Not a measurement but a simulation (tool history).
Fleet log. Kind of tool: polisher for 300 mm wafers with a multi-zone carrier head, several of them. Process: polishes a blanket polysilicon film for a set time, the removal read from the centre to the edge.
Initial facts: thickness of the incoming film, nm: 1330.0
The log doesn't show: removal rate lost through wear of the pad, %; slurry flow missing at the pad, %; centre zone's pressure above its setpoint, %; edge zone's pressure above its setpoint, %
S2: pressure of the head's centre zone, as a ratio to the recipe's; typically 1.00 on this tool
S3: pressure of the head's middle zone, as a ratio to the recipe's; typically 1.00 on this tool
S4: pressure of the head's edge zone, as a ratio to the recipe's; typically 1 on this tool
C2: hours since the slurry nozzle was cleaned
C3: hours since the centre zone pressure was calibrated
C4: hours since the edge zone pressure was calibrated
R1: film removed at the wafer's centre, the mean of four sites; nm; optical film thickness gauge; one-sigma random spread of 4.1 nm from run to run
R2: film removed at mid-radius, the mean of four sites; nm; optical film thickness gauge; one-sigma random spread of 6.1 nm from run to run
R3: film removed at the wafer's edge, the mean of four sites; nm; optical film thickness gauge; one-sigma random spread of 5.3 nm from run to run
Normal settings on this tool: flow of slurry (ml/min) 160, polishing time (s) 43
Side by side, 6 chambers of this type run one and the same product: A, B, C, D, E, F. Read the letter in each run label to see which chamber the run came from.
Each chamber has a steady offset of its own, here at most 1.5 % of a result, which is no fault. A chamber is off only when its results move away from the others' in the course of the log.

run 1E hour=4.0 | flow_of_slurry_(ml/min)=160 S2=1.00 S3=1.00 S4=1 polishing_time_(s)=43 | wafers_polished_on_this_pad=496 C2=65.6 C3=469.4 C4=55.5 | R1=412.67 R2=422.80 R3=426.10
-- hour=6.5 chamber E: worn pad replaced by a new one
run 2F hour=7.4 | flow_of_slurry_(ml/min)=160 S2=1.00 S3=1.00 S4=1 polishing_time_(s)=43 | wafers_polished_on_this_pad=102 C2=422.9 C3=443.7 C4=87.7 | R1=423.14 R2=415.53 R3=419.56
run 3B hour=12.0 | flow_of_slurry_(ml/min)=160 S2=1.00 S3=1.00 S4=1 polishing_time_(s)=43 | wafers_polished_on_this_pad=617 C2=263.6 C3=644.8 C4=1091.7 | R1=424.38 R2=432.69 R3=413.84
run 4C hour=15.6 | flow_of_slurry_(ml/min)=160 S2=1.00 S3=1.00 S4=1 polishing_time_(s)=43 | wafers_polished_on_this_pad=400 C2=106.9 C3=74.4 C4=119.2 | R1=422.27 R2=421.93 R3=410.95
run 5A hour=19.1 | flow_of_slurry_(ml/min)=160 S2=1.00 S3=1.00 S4=1 polishing_time_(s)=43 | wafers_polished_on_this_pad=402 C2=141.8 C3=325.6 C4=49.2 | R1=410.52 R2=423.09 R3=422.76
run 6D hour=21.2 | flow_of_slurry_(ml/min)=160 S2=1.08 S3=1.00 S4=1 polishing_time_(s)=43 | wafers_polished_on_this_pad=429 C2=34.7 C3=251.9 C4=664.9 | R1=463.71 R2=415.86 R3=412.22
run 7B hour=24.4 | flow_of_slurry_(ml/min)=160 S2=1.08 S3=1.00 S4=1 polishing_time_(s)=43 | wafers_polished_on_this_pad=714 C2=276.0 C3=657.2 C4=1104.1 | R1=454.83 R2=414.87 R3=415.40
run 8E hour=28.9 | flow_of_slurry_(ml/min)=160 S2=1.08 S3=1.00 S4=1 polishing_time_(s)=43 | wafers_polished_on_this_pad=175 C2=90.5 C3=494.3 C4=80.4 | R1=456.31 R2=421.53 R3=419.91
run 9C hour=33.1 | flow_of_slurry_(ml/min)=160 S2=1.08 S3=1.00 S4=1 polishing_time_(s)=43 | wafers_polished_on_this_pad=537 C2=124.4 C3=91.9 C4=136.7 | R1=454.48 R2=421.04 R3=421.45
run 10F hour=37.2 | flow_of_slurry_(ml/min)=160 S2=1.08 S3=1.00 S4=1 polishing_time_(s)=43 | wafers_polished_on_this_pad=335 C2=452.7 C3=473.5 C4=117.5 | R1=466.29 R2=417.95 R3=420.21
run 11A hour=40.6 | flow_of_slurry_(ml/min)=160 S2=1.08 S3=1.00 S4=1 polishing_time_(s)=43 | wafers_polished_on_this_pad=570 C2=163.3 C3=347.1 C4=70.7 | R1=451.30 R2=410.33 R3=410.28
run 12D hour=44.8 | flow_of_slurry_(ml/min)=160 S2=1.00 S3=1.00 S4=1 polishing_time_(s)=43 | wafers_polished_on_this_pad=614 C2=58.3 C3=275.5 C4=688.5 | R1=414.60 R2=427.00 R3=422.22
run 13E hour=47.8 | flow_of_slurry_(ml/min)=160 S2=1.00 S3=1.00 S4=1 polishing_time_(s)=43 | wafers_polished_on_this_pad=323 C2=109.4 C3=513.2 C4=99.3 | R1=423.63 R2=418.20 R3=430.49
run 14F hour=50.5 | flow_of_slurry_(ml/min)=160 S2=1.00 S3=1.00 S4=1 polishing_time_(s)=43 | wafers_polished_on_this_pad=439 C2=466.0 C3=486.8 C4=130.8 | R1=419.73 R2=412.76 R3=413.49
-- hour=50.6 chamber D: worn pad replaced by a new one
run 15B hour=53.8 | flow_of_slurry_(ml/min)=205 S2=1.00 S3=1.00 S4=1 polishing_time_(s)=43 | wafers_polished_on_this_pad=944 C2=305.4 C3=686.6 C4=1133.5 | R1=435.89 R2=440.86 R3=423.08
run 16C hour=57.5 | flow_of_slurry_(ml/min)=205 S2=1.00 S3=1.00 S4=1 polishing_time_(s)=43 | wafers_polished_on_this_pad=728 C2=148.8 C3=116.3 C4=161.1 | R1=440.20 R2=436.39 R3=432.50
-- hour=60.1 chamber F: worn pad replaced by a new one
run 17A hour=61.3 | flow_of_slurry_(ml/min)=205 S2=1.00 S3=1.00 S4=1 polishing_time_(s)=43 | wafers_polished_on_this_pad=732 C2=184.0 C3=367.8 C4=91.4 | R1=441.01 R2=435.87 R3=431.15
-- hour=63.0 chamber F: centre zone pressure recalibrated
run 18D hour=65.3 | flow_of_slurry_(ml/min)=205 S2=1.00 S3=1.00 S4=1 polishing_time_(s)=43 | wafers_polished_on_this_pad=115 C2=78.8 C3=296.0 C4=709.0 | R1=445.67 R2=441.60 R3=437.81
-- hour=68.9 chamber E: worn pad replaced by a new one
run 19D hour=68.9 | flow_of_slurry_(ml/min)=205 S2=1.00 S3=1.00 S4=1 polishing_time_(s)=43 | wafers_polished_on_this_pad=143 C2=82.4 C3=299.6 C4=712.6 | R1=446.49 R2=436.48 R3=432.33
run 20E hour=72.0 | flow_of_slurry_(ml/min)=205 S2=1.00 S3=1.00 S4=1 polishing_time_(s)=43 | wafers_polished_on_this_pad=24 C2=133.6 C3=537.4 C4=123.5 | R1=445.49 R2=437.59 R3=444.76
run 21A hour=74.2 | flow_of_slurry_(ml/min)=160 S2=1.00 S3=1.00 S4=1 polishing_time_(s)=43 | wafers_polished_on_this_pad=833 C2=196.9 C3=380.7 C4=104.3 | R1=425.51 R2=424.45 R3=424.32
-- hour=76.1 chamber A: worn pad replaced by a new one
run 22B hour=77.7 | flow_of_slurry_(ml/min)=160 S2=1.00 S3=1.00 S4=1 polishing_time_(s)=43 | wafers_polished_on_this_pad=1131 C2=329.3 C3=710.5 C4=1157.4 | R1=410.64 R2=402.37 R3=410.37
run 23C hour=81.1 | flow_of_slurry_(ml/min)=160 S2=1.00 S3=1.00 S4=1 polishing_time_(s)=43 | wafers_polished_on_this_pad=912 C2=172.4 C3=139.9 C4=184.7 | R1=421.12 R2=419.87 R3=422.38
-- hour=82.7 chamber C: worn pad replaced by a new one
run 24F hour=84.3 | flow_of_slurry_(ml/min)=160 S2=1.00 S3=1.00 S4=1 polishing_time_(s)=43 | wafers_polished_on_this_pad=189 C2=499.8 C3=21.4 C4=164.6 | R1=416.51 R2=424.50 R3=408.16
run 25D hour=86.4 | flow_of_slurry_(ml/min)=180 S2=1.00 S3=1.00 S4=1 polishing_time_(s)=43 | wafers_polished_on_this_pad=280 C2=99.9 C3=317.1 C4=730.1 | R1=430.81 R2=433.73 R3=425.01
run 26F hour=90.2 | flow_of_slurry_(ml/min)=180 S2=1.00 S3=1.00 S4=1 polishing_time_(s)=43 | wafers_polished_on_this_pad=236 C2=505.7 C3=27.3 C4=170.5 | R1=426.80 R2=422.00 R3=421.27
run 27E hour=94.3 | flow_of_slurry_(ml/min)=180 S2=1.00 S3=1.00 S4=1 polishing_time_(s)=43 | wafers_polished_on_this_pad=198 C2=155.9 C3=559.7 C4=145.8 | R1=439.53 R2=418.34 R3=424.68
run 28C hour=98.3 | flow_of_slurry_(ml/min)=180 S2=1.00 S3=1.00 S4=1 polishing_time_(s)=43 | wafers_polished_on_this_pad=122 C2=189.6 C3=157.1 C4=201.9 | R1=425.84 R2=429.23 R3=418.98
-- hour=99.6 chamber D: edge zone pressure recalibrated
run 29A hour=101.0 | flow_of_slurry_(ml/min)=180 S2=1.00 S3=1.00 S4=1 polishing_time_(s)=43 | wafers_polished_on_this_pad=194 C2=223.7 C3=407.5 C4=131.1 | R1=427.02 R2=426.65 R3=428.03
run 30B hour=104.2 | flow_of_slurry_(ml/min)=180 S2=1.00 S3=1.00 S4=1 polishing_time_(s)=43 | wafers_polished_on_this_pad=1338 C2=355.8 C3=737.0 C4=1183.9 | R1=412.26 R2=417.41 R3=406.26
run 31C hour=107.6 | flow_of_slurry_(ml/min)=160 S2=1.00 S3=1.00 S4=1 polishing_time_(s)=43 | wafers_polished_on_this_pad=194 C2=198.9 C3=166.4 C4=211.2 | R1=413.68 R2=420.91 R3=414.30
run 32D hour=109.8 | flow_of_slurry_(ml/min)=160 S2=1.00 S3=0.89 S4=1 polishing_time_(s)=51 | wafers_polished_on_this_pad=463 C2=123.3 C3=340.5 C4=10.2 | R1=499.57 R2=446.92 R3=487.98
run 33E hour=112.2 | flow_of_slurry_(ml/min)=160 S2=1.00 S3=0.89 S4=1 polishing_time_(s)=51 | wafers_polished_on_this_pad=338 C2=173.8 C3=577.6 C4=163.7 | R1=496.54 R2=460.32 R3=518.58
run 34A hour=116.9 | flow_of_slurry_(ml/min)=160 S2=1.00 S3=0.89 S4=1 polishing_time_(s)=51 | wafers_polished_on_this_pad=319 C2=239.6 C3=423.4 C4=147.0 | R1=499.49 R2=451.37 R3=507.21
run 35F hour=120.6 | flow_of_slurry_(ml/min)=160 S2=1.00 S3=0.89 S4=1 polishing_time_(s)=51 | wafers_polished_on_this_pad=473 C2=536.1 C3=57.7 C4=200.9 | R1=489.38 R2=449.18 R3=494.76
run 36B hour=123.8 | flow_of_slurry_(ml/min)=160 S2=1.00 S3=0.89 S4=1 polishing_time_(s)=51 | wafers_polished_on_this_pad=1492 C2=375.4 C3=756.6 C4=1203.5 | R1=471.19 R2=425.23 R3=479.27

Is one chamber out of step, is the gauge drifting, or do the chambers differ by no more than their own small offsets? For an off chamber, give its letter and the likeliest cause.

Little by little, chamber B moves away from the other chambers.
Cause: removal rate lost through wear of the pad, % = 5.22.
The log may not tell that from: slurry flow missing at the pad, %.

Chamber B could run next with any of the 4 candidate recipes listed below; each alters the usual settings, and their results appear as question marks. Which one brings its results back in line with what the other chambers deliver on the usual settings?
A result is in line if it is within this distance of the other chambers' mean on the usual settings: R1 14.00 nm; R2 21.00 nm; R3 19.00 nm
run 37B-1 hour=127.2 | flow_of_slurry_(ml/min)=160 S2=1.00 S3=1.00 S4=1 polishing_time_(s)=41 | R1=? R2=? R3=?
run 37B-2 hour=127.2 | flow_of_slurry_(ml/min)=165 S2=1.00 S3=1.01 S4=1 polishing_time_(s)=48 | R1=? R2=? R3=?
run 37B-3 hour=127.2 | flow_of_slurry_(ml/min)=160 S2=1.00 S3=1.00 S4=1 polishing_time_(s)=45 | R1=? R2=? R3=?
run 37B-4 hour=127.2 | flow_of_slurry_(ml/min)=160 S2=1.00 S3=1.00 S4=1 polishing_time_(s)=39 | R1=? R2=? R3=?

Mean of the other chambers on the usual settings: R1 418.82 nm; R2 419.69 nm; R3 418.75 nm
run=37B-1 R1=379.58 R2=377.63 R3=378.37
run=37B-2 R1=447.09 R2=448.61 R3=444.62
run=37B-3 R1=416.61 R2=414.47 R3=415.29
run=37B-4 R1=361.06 R2=359.21 R3=359.91
37B-3 brings the chamber back in line.
